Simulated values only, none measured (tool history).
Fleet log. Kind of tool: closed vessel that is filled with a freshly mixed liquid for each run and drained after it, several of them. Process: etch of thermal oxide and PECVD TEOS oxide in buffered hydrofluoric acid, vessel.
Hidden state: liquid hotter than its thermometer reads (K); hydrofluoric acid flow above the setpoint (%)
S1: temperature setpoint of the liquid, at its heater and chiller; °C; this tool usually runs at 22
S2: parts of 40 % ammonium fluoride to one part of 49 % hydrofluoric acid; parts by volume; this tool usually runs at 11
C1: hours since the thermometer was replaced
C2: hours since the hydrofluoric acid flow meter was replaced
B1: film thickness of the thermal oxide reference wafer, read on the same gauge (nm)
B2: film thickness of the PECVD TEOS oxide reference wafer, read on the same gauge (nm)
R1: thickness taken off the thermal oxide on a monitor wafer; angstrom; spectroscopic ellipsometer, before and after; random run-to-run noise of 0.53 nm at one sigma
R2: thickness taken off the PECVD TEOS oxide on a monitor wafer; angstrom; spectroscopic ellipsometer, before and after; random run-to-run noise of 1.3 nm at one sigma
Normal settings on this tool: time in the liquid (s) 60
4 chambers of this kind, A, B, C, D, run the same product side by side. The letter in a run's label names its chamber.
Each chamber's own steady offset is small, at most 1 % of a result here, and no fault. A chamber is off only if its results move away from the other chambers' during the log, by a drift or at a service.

run 1B hour=11 | S1=22 S2=11 time_in_the_liquid_(s)=60 | C1=972.9 C2=330.8 | B1=149.98 B2=39.963 | R1=563.96 R2=1423.7
run 2A hour=17 | S1=22 S2=11 time_in_the_liquid_(s)=60 | C1=455 C2=165 | B1=150.04 B2=39.982 | R1=564.28 R2=1420.1
run 3C hour=29.1 | S1=22 S2=11 time_in_the_liquid_(s)=60 | C1=92.1 C2=483.7 | B1=150.02 B2=39.994 | R1=564.24 R2=1419.7
run 4D hour=36.9 | S1=22 S2=11 time_in_the_liquid_(s)=60 | C1=249.6 C2=1261.1 | B1=150.01 B2=40.011 | R1=570.16 R2=1419.2
run 5B hour=44.1 | S1=22 S2=15.5 time_in_the_liquid_(s)=60 | C1=1006 C2=363.9 | B1=149.98 B2=39.998 | R1=409.38 R2=1012.2
run 6C hour=53 | S1=22 S2=15.5 time_in_the_liquid_(s)=60 | C1=116 C2=507.6 | B1=149.99 B2=40.014 | R1=405.59 R2=1018.8
run 7D hour=60.3 | S1=22 S2=15.5 time_in_the_liquid_(s)=60 | C1=273 C2=1284.5 | B1=150.02 B2=40.003 | R1=412.62 R2=992.01
run 8A hour=70.4 | S1=22 S2=15.5 time_in_the_liquid_(s)=60 | C1=508.4 C2=218.4 | B1=150 B2=40.006 | R1=397.4 R2=1028.6
run 9A hour=77.7 | S1=22 S2=11 time_in_the_liquid_(s)=60 | C1=515.7 C2=225.7 | B1=150.01 B2=39.98 | R1=560.12 R2=1396
run 10B hour=86.3 | S1=22 S2=11 time_in_the_liquid_(s)=60 | C1=1048.2 C2=406.1 | B1=150 B2=40.013 | R1=548.47 R2=1415.1
run 11C hour=97.3 | S1=22 S2=11 time_in_the_liquid_(s)=60 | C1=160.3 C2=551.9 | B1=150.03 B2=39.975 | R1=566.3 R2=1414.4
run 12D hour=108.8 | S1=22 S2=11 time_in_the_liquid_(s)=60 | C1=321.5 C2=1333 | B1=149.98 B2=39.992 | R1=564.44 R2=1422
-- hour=113.6 chamber B: thermometer replaced
run 13B hour=115.4 | S1=22 S2=11 time_in_the_liquid_(s)=60 | C1=1.8 C2=435.2 | B1=150.03 B2=39.999 | R1=562.13 R2=1419.5
run 14D hour=127.5 | S1=19 S2=11 time_in_the_liquid_(s)=45 | C1=340.2 C2=1351.7 | B1=149.98 B2=39.983 | R1=360.23 R2=888.82
run 15A hour=134.5 | S1=19 S2=11 time_in_the_liquid_(s)=45 | C1=572.5 C2=282.5 | B1=150 B2=39.995 | R1=356.55 R2=896.98
run 16C hour=145.3 | S1=19 S2=11 time_in_the_liquid_(s)=45 | C1=208.3 C2=599.9 | B1=150.03 B2=40.019 | R1=354.47 R2=899.41
run 17B hour=152.9 | S1=19 S2=11 time_in_the_liquid_(s)=45 | C1=39.3 C2=472.7 | B1=150 B2=40.004 | R1=356.06 R2=890.07
run 18C hour=161.3 | S1=22 S2=11 time_in_the_liquid_(s)=60 | C1=224.3 C2=615.9 | B1=149.98 B2=39.981 | R1=562.97 R2=1434.9
run 19D hour=168 | S1=22 S2=13.5 time_in_the_liquid_(s)=30 | C1=380.7 C2=1392.2 | B1=150.01 B2=40.006 | R1=232.45 R2=578.32
run 20A hour=173.9 | S1=22 S2=13.5 time_in_the_liquid_(s)=30 | C1=611.9 C2=321.9 | B1=149.99 B2=40.027 | R1=230.56 R2=580.19
run 21D hour=184 | S1=22 S2=13.5 time_in_the_liquid_(s)=30 | C1=396.7 C2=1408.2 | B1=150 B2=40.029 | R1=231.33 R2=577.36
run 22C hour=195.6 | S1=22 S2=13.5 time_in_the_liquid_(s)=30 | C1=258.6 C2=650.2 | B1=149.99 B2=39.994 | R1=227.03 R2=590.08
run 23A hour=202.6 | S1=22 S2=11 time_in_the_liquid_(s)=60 | C1=640.6 C2=350.6 | B1=149.99 B2=39.993 | R1=569.96 R2=1427.4
run 24B hour=211.6 | S1=18 S2=11 time_in_the_liquid_(s)=60 | C1=98 C2=531.4 | B1=150.01 B2=39.994 | R1=450.71 R2=1133.6
run 25D hour=223.2 | S1=18 S2=11 time_in_the_liquid_(s)=60 | C1=435.9 C2=1447.4 | B1=149.99 B2=40.023 | R1=459.15 R2=1150.6
run 26A hour=229.3 | S1=18 S2=11 time_in_the_liquid_(s)=60 | C1=667.3 C2=377.3 | B1=150.01 B2=39.985 | R1=440.16 R2=1117.5
run 27B hour=239.5 | S1=18 S2=11 time_in_the_liquid_(s)=60 | C1=125.9 C2=559.3 | B1=150.02 B2=39.983 | R1=448.51 R2=1129.9

Next, every chamber runs the same settings. What will each give?
run 28A hour=248.4 | S1=22 S2=11 time_in_the_liquid_(s)=60 | R1=? R2=?
run 28B hour=248.4 | S1=22 S2=11 time_in_the_liquid_(s)=60 | R1=? R2=?
run 28C hour=248.4 | S1=22 S2=11 time_in_the_liquid_(s)=60 | R1=? R2=?
run 28D hour=248.4 | S1=22 S2=11 time_in_the_liquid_(s)=60 | R1=? R2=?

run=28A R1=566.39 R2=1399.6
run=28B R1=570.99 R2=1411.2
run=28C R1=563.97 R2=1448.8
run=28D R1=571.51 R2=1397.9
